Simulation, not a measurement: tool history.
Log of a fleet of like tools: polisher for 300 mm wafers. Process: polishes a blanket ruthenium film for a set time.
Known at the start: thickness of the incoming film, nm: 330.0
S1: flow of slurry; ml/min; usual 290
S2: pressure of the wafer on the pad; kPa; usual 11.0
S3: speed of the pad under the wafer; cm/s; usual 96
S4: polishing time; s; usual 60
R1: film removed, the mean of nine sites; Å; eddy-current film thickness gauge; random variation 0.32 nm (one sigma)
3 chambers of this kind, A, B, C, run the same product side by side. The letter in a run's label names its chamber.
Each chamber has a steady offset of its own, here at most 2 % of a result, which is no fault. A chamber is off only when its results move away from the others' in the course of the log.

run   hour   S1    S2  S3  S4      R1
 1B    9.0  290  11.0  96  60  490.74
       9.6  -- chamber B: worn pad replaced by a new one
      18.9  -- chamber C: slurry nozzle cleaned
 2C   19.0  290  11.0  96  60  481.27
      22.5  -- chamber A: worn pad replaced by a new one
 3A   31.1  290  11.0  96  60  489.60
 4C   38.4  290  11.0  96  60  482.07
      46.5  -- chamber C: worn pad replaced by a new one
 5A   50.4  290  11.0  96  60  487.12
 6B   56.7  290  11.0  96  60  491.53
 7B   67.8  290  11.0  96  60  490.32
 8A   78.9  290  11.0  96  60  480.69
      84.6  -- chamber B: worn pad replaced by a new one
 9C   88.6  290  11.0  96  60  482.55
10A   97.8  290  11.0  96  60  480.28
      99.7  -- chamber A: worn pad replaced by a new one
11B  106.6  290  12.4  96  60  555.94
     112.6  -- chamber C: worn pad replaced by a new one
12C  116.6  290  12.4  96  60  541.01
13B  124.7  290  12.4  96  60  556.18
14A  134.3  290  11.0  96  60  484.54
15C  145.3  290  11.0  96  51  411.77
     150.2  -- chamber B: worn pad replaced by a new one
16B  155.9  290  11.0  96  51  416.21
17C  161.5  290  11.0  96  51  410.58
     166.4  -- chamber A: worn pad replaced by a new one
18A  170.5  290  11.0  96  60  488.31
     176.4  -- chamber C: worn pad replaced by a new one
19B  179.2  290  11.0  96  60  491.98
20A  188.5  290  11.0  96  60  484.73
21C  195.6  290  11.0  96  60  481.79
22A  207.7  290  11.0  96  60  490.22
23B  213.1  290  13.8  96  60  609.64

Next, every chamber runs the same settings. What will each give?
24A  221.9  235  11.0  96  60   ?
24B  221.9  235  11.0  96  60   ?
24C  221.9  235  11.0  96  60   ?

run      R1
24A  474.64
24B  482.61
24C  475.01
